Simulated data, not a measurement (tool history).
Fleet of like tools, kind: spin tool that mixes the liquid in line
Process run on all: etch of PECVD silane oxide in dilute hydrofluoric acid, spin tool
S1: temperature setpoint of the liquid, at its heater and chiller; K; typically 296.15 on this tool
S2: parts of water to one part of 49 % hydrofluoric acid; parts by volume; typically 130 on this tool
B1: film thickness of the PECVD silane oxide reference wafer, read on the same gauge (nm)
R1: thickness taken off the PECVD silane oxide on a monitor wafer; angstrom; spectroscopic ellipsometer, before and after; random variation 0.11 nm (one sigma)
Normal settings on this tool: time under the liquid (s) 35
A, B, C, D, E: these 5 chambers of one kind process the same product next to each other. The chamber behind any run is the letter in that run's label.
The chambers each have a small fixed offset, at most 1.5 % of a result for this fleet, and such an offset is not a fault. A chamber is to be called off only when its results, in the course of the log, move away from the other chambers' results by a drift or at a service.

{"run": "1A", "hour": 2.6, "S1": 296.15, "S2": 130, "time under the liquid (s)": 35, "B1": 150.0, "R1": 125.94}
{"hour": 3.8, "done": "chamber B: thermometer replaced"}
{"run": "2D", "hour": 8.1, "S1": 296.15, "S2": 130, "time under the liquid (s)": 35, "B1": 149.99, "R1": 123.7}
{"run": "3C", "hour": 13.3, "S1": 296.15, "S2": 130, "time under the liquid (s)": 35, "B1": 149.98, "R1": 122.16}
{"run": "4B", "hour": 19.2, "S1": 296.15, "S2": 130, "time under the liquid (s)": 35, "B1": 149.98, "R1": 124.42}
{"run": "5E", "hour": 23.5, "S1": 296.15, "S2": 130, "time under the liquid (s)": 35, "B1": 150.04, "R1": 124.92}
{"run": "6E", "hour": 27.6, "S1": 296.15, "S2": 130, "time under the liquid (s)": 35, "B1": 149.92, "R1": 125.83}
{"run": "7B", "hour": 30.8, "S1": 291.65, "S2": 130, "time under the liquid (s)": 35, "B1": 149.99, "R1": 104.67}
{"run": "8A", "hour": 36.2, "S1": 291.65, "S2": 130, "time under the liquid (s)": 35, "B1": 150.02, "R1": 103.36}
{"run": "9C", "hour": 41.1, "S1": 291.65, "S2": 130, "time under the liquid (s)": 35, "B1": 149.97, "R1": 104.66}
{"run": "10D", "hour": 44.8, "S1": 291.65, "S2": 130, "time under the liquid (s)": 35, "B1": 150.04, "R1": 102.22}
{"run": "11B", "hour": 48.5, "S1": 291.65, "S2": 130, "time under the liquid (s)": 35, "B1": 150.01, "R1": 103.6}
{"run": "12D", "hour": 51.1, "S1": 296.15, "S2": 130, "time under the liquid (s)": 35, "B1": 150.04, "R1": 123.06}
{"run": "13A", "hour": 54.0, "S1": 296.15, "S2": 130, "time under the liquid (s)": 35, "B1": 150.01, "R1": 126.49}
{"run": "14E", "hour": 59.5, "S1": 296.15, "S2": 130, "time under the liquid (s)": 35, "B1": 149.99, "R1": 125.14}
{"run": "15C", "hour": 64.1, "S1": 296.15, "S2": 130, "time under the liquid (s)": 35, "B1": 150.02, "R1": 126.91}
{"run": "16C", "hour": 67.4, "S1": 296.15, "S2": 130, "time under the liquid (s)": 35, "B1": 150.01, "R1": 130.41}
{"run": "17B", "hour": 72.1, "S1": 296.15, "S2": 130, "time under the liquid (s)": 35, "B1": 149.97, "R1": 123.89}
{"run": "18D", "hour": 76.6, "S1": 296.15, "S2": 130, "time under the liquid (s)": 35, "B1": 150.01, "R1": 123.94}
{"run": "19E", "hour": 79.3, "S1": 296.15, "S2": 170, "time under the liquid (s)": 25, "B1": 150.02, "R1": 65.426}
{"run": "20A", "hour": 83.4, "S1": 296.15, "S2": 170, "time under the liquid (s)": 25, "B1": 150.0, "R1": 66.166}
{"run": "21D", "hour": 87.8, "S1": 296.15, "S2": 170, "time under the liquid (s)": 25, "B1": 150.06, "R1": 64.623}
{"run": "22E", "hour": 91.2, "S1": 296.15, "S2": 170, "time under the liquid (s)": 25, "B1": 149.95, "R1": 66.586}
{"run": "23C", "hour": 95.1, "S1": 296.15, "S2": 170, "time under the liquid (s)": 25, "B1": 149.97, "R1": 69.575}
{"run": "24B", "hour": 100.0, "S1": 296.15, "S2": 130, "time under the liquid (s)": 35, "B1": 150.0, "R1": 125.93}
{"run": "25A", "hour": 105.5, "S1": 293.15, "S2": 155, "time under the liquid (s)": 35, "B1": 150.0, "R1": 91.183}
{"run": "26A", "hour": 108.7, "S1": 293.15, "S2": 155, "time under the liquid (s)": 35, "B1": 149.97, "R1": 91.125}
{"run": "27D", "hour": 113.2, "S1": 293.15, "S2": 155, "time under the liquid (s)": 35, "B1": 149.98, "R1": 90.041}
{"run": "28E", "hour": 116.9, "S1": 293.15, "S2": 155, "time under the liquid (s)": 35, "B1": 150.01, "R1": 90.67}
{"run": "29C", "hour": 121.7, "S1": 293.15, "S2": 155, "time under the liquid (s)": 35, "B1": 150.01, "R1": 97.451}
{"run": "30B", "hour": 126.6, "S1": 296.15, "S2": 130, "time under the liquid (s)": 35, "B1": 149.99, "R1": 124.61}
{"run": "31B", "hour": 131.2, "S1": 296.15, "S2": 130, "time under the liquid (s)": 35, "B1": 150.05, "R1": 127.19}
{"hour": 135.4, "done": "chamber E: thermometer replaced"}
{"run": "32E", "hour": 136.1, "S1": 296.15, "S2": 130, "time under the liquid (s)": 35, "B1": 149.96, "R1": 125.74}

What goes on in this fleet: one chamber off, a drifting gauge, or nothing beyond the chambers' own small offsets? Name the chamber and the cause, if any.

Little by little, chamber C moves away from the other chambers.
Cause: hydrofluoric acid flow above the setpoint (%) = 9.78.
The log may not tell that from: liquid hotter than its thermometer reads (K).

Which of the 4 candidates below, each the usual settings with something changed and its results left as question marks, puts chamber C back in line with what the other chambers give on the usual settings?
Counts as in line when no further than this from what the other chambers average on the usual settings: R1 4.000 angstrom
{"run": "33C-1", "hour": 140.3, "S1": 293.65, "S2": 130, "time under the liquid (s)": 35, "R1": "?"}
{"run": "33C-2", "hour": 140.3, "S1": 296.15, "S2": 135, "time under the liquid (s)": 35, "R1": "?"}
{"run": "33C-3", "hour": 140.3, "S1": 296.15, "S2": 125, "time under the liquid (s)": 35, "R1": "?"}
{"run": "33C-4", "hour": 140.3, "S1": 296.15, "S2": 120, "time under the liquid (s)": 35, "R1": "?"}

What the other chambers average on the usual settings: R1 124.960 angstrom
run=33C-1 R1=123.730
run=33C-2 R1=131.040
run=33C-3 R1=143.230
run=33C-4 R1=150.100
33C-1 puts the chamber back in line with the other chambers.

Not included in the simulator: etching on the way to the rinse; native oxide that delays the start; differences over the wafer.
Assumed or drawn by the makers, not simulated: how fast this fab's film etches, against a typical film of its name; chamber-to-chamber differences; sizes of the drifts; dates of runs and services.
